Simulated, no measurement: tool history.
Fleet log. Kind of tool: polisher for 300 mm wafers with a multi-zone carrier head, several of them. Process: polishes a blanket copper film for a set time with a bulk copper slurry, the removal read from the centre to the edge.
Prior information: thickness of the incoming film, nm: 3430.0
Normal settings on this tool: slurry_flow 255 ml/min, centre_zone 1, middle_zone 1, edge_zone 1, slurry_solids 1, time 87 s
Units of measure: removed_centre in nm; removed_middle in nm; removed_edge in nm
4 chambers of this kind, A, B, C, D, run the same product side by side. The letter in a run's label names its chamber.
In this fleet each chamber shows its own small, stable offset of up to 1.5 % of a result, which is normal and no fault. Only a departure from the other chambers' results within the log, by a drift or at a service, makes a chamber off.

| run | day | slurry_flow | centre_zone | middle_zone | edge_zone | slurry_solids | time | removed_centre | removed_middle | removed_edge |
|---|---|---|---|---|---|---|---|---|---|---|
|  | 0.483 | chamber D: worn pad replaced by a new one |
| 1D | 0.596 | 255 | 1 | 1 | 1 | 1 | 87 | 959.94 | 913.99 | 943.46 |
| 2A | 0.983 | 255 | 1 | 1 | 1 | 1 | 87 | 935.02 | 927.68 | 934.83 |
|  | 1.246 | chamber D: centre zone pressure recalibrated |
| 3B | 1.283 | 255 | 1 | 1 | 1 | 1 | 87 | 932.94 | 943.51 | 929.84 |
|  | 1.358 | chamber B: edge zone pressure recalibrated |
| 4C | 1.596 | 255 | 1 | 1 | 1 | 1 | 87 | 943.48 | 911.48 | 937.63 |
| 5C | 2.025 | 255 | 1 | 1 | 1 | 1 | 87 | 925.42 | 924.39 | 949.03 |
| 6A | 2.371 | 255 | 0.93 | 1 | 1 | 1 | 76 | 764.34 | 775.54 | 818.76 |
|  | 2.738 | chamber C: worn pad replaced by a new one |
|  | 2.946 | chamber B: worn pad replaced by a new one |
| 7B | 2.95 | 255 | 0.93 | 1 | 1 | 1 | 76 | 745.18 | 828.67 | 833.15 |
| 8D | 3.396 | 255 | 0.93 | 1 | 1 | 1 | 76 | 756.89 | 825.67 | 810.57 |
|  | 3.679 | chamber A: worn pad replaced by a new one |
| 9A | 3.808 | 255 | 0.93 | 1 | 1 | 1 | 76 | 760.94 | 805.39 | 824.27 |
|  | 4.317 | chamber D: worn pad replaced by a new one |
| 10B | 4.371 | 255 | 1 | 1 | 1 | 1 | 87 | 929.02 | 941.78 | 935.06 |
| 11C | 4.912 | 255 | 1 | 1 | 1 | 1.25 | 87 | 968.71 | 982.43 | 980.89 |
| 12D | 5.558 | 255 | 1 | 1 | 1 | 1.25 | 87 | 991.84 | 965.65 | 989.13 |
|  | 6.017 | chamber A: slurry nozzle cleaned |
| 13C | 6.083 | 255 | 1 | 1 | 1 | 1.25 | 87 | 974.94 | 974.78 | 1006.4 |
|  | 6.325 | chamber B: worn pad replaced by a new one |
| 14A | 6.475 | 255 | 1 | 1 | 1 | 1.25 | 87 | 969.42 | 995.63 | 970.74 |
| 15D | 6.767 | 255 | 1 | 1 | 1 | 1 | 87 | 954.68 | 929.93 | 938.83 |
| 16B | 7.062 | 255 | 1 | 1 | 1 | 1 | 87 | 930.84 | 972.15 | 943.69 |
| 17D | 7.675 | 255 | 1 | 1 | 1 | 1 | 76 | 828.91 | 794.33 | 820.43 |
| 18C | 8.258 | 255 | 1 | 1 | 1 | 1 | 76 | 825.2 | 813.72 | 824.82 |
|  | 8.262 | chamber C: worn pad replaced by a new one |
|  | 8.379 | chamber C: slurry nozzle cleaned |
|  | 8.442 | chamber D: slurry nozzle cleaned |
|  | 8.629 | chamber D: worn pad replaced by a new one |
| 19B | 8.925 | 255 | 1 | 1 | 1 | 1 | 76 | 799.2 | 827.96 | 816.2 |
|  | 9.271 | chamber A: worn pad replaced by a new one |
| 20A | 9.525 | 255 | 1 | 1 | 1 | 1 | 76 | 820.93 | 820.13 | 810.68 |
|  | 9.9 | chamber B: worn pad replaced by a new one |
| 21D | 9.904 | 255 | 1 | 1 | 1 | 1 | 87 | 944.69 | 948.51 | 929.89 |
| 22C | 10.442 | 255 | 1 | 1 | 1 | 1 | 87 | 954.56 | 931.32 | 932.7 |
| 23B | 11.062 | 255 | 1 | 1 | 1 | 1 | 87 | 919.52 | 942.29 | 924.26 |
|  | 11.188 | chamber A: centre zone pressure recalibrated |
| 24A | 11.683 | 255 | 0.92 | 1 | 1 | 1 | 87 | 871.19 | 934.79 | 957.95 |
| 25B | 12.033 | 255 | 0.92 | 1 | 1 | 1 | 87 | 822.19 | 948.51 | 924.01 |
|  | 12.158 | chamber C: edge zone pressure recalibrated |
|  | 12.338 | chamber D: worn pad replaced by a new one |
| 26C | 12.396 | 255 | 0.92 | 1 | 1 | 1 | 87 | 878.24 | 922.01 | 955.36 |
| 27D | 12.892 | 255 | 0.92 | 1 | 1 | 1 | 87 | 865.58 | 947.29 | 954.57 |
| 28A | 13.35 | 255 | 1 | 1 | 1 | 1 | 87 | 925.54 | 914.94 | 933.03 |
|  | 13.542 | chamber B: worn pad replaced by a new one |
|  | 13.596 | chamber C: worn pad replaced by a new one |
| 29A | 13.858 | 255 | 1.08 | 1 | 0.93 | 1 | 87 | 1001.7 | 944.7 | 886.49 |
|  | 13.883 | chamber D: edge zone pressure recalibrated |
|  | 14.054 | chamber C: centre zone pressure recalibrated |
| 30B | 14.479 | 255 | 1.08 | 1 | 0.93 | 1 | 87 | 999.21 | 937.73 | 875.15 |
| 31C | 14.829 | 255 | 1.08 | 1 | 0.93 | 1 | 87 | 1024.2 | 948.25 | 922.74 |
|  | 15.033 | chamber A: worn pad replaced by a new one |
| 32D | 15.371 | 255 | 1.08 | 1 | 0.93 | 1 | 87 | 1047.7 | 949.3 | 912.71 |
| 33A | 15.858 | 255 | 1 | 1 | 1 | 1 | 87 | 945.2 | 915.92 | 937.66 |
|  | 15.996 | chamber D: worn pad replaced by a new one |
| 34D | 16.362 | 255 | 1 | 1.1 | 1 | 1 | 87 | 935.63 | 1021.3 | 921.58 |
|  | 16.967 | chamber B: worn pad replaced by a new one |
| 35B | 17.004 | 255 | 1 | 1.1 | 1 | 1 | 87 | 907.14 | 985.14 | 922.64 |
| 36C | 17.654 | 255 | 1 | 1.1 | 1 | 1 | 87 | 925.57 | 1013.9 | 977.76 |
| 37A | 17.979 | 255 | 1 | 1.1 | 1 | 1 | 87 | 931.14 | 994.57 | 922.8 |
|  | 17.996 | chamber C: worn pad replaced by a new one |
| 38C | 18.429 | 255 | 1 | 1 | 1 | 1 | 87 | 920.53 | 937.74 | 946.58 |
| 39B | 18.954 | 255 | 1 | 1 | 1 | 1 | 87 | 872.43 | 897.51 | 913.02 |
| 40D | 19.475 | 255 | 1 | 1 | 1 | 1 | 87 | 956.15 | 936.42 | 911.95 |

The same settings go to every chamber for the next run, one line per chamber below. Forecast the results for each:
| 41A | 19.954 | 255 | 1 | 1 | 1 | 1 | 87 | ? | ? | ? |
| 41B | 19.954 | 255 | 1 | 1 | 1 | 1 | 87 | ? | ? | ? |
| 41C | 19.954 | 255 | 1 | 1 | 1 | 1 | 87 | ? | ? | ? |
| 41D | 19.954 | 255 | 1 | 1 | 1 | 1 | 87 | ? | ? | ? |

| run | removed_centre | removed_middle | removed_edge |
|---|---|---|---|
| 41A | 923.41 | 917.75 | 952.54 |
| 41B | 854.81 | 882.61 | 902.5 |
| 41C | 935.76 | 906.3 | 924.41 |
| 41D | 933.96 | 945.28 | 938.25 |

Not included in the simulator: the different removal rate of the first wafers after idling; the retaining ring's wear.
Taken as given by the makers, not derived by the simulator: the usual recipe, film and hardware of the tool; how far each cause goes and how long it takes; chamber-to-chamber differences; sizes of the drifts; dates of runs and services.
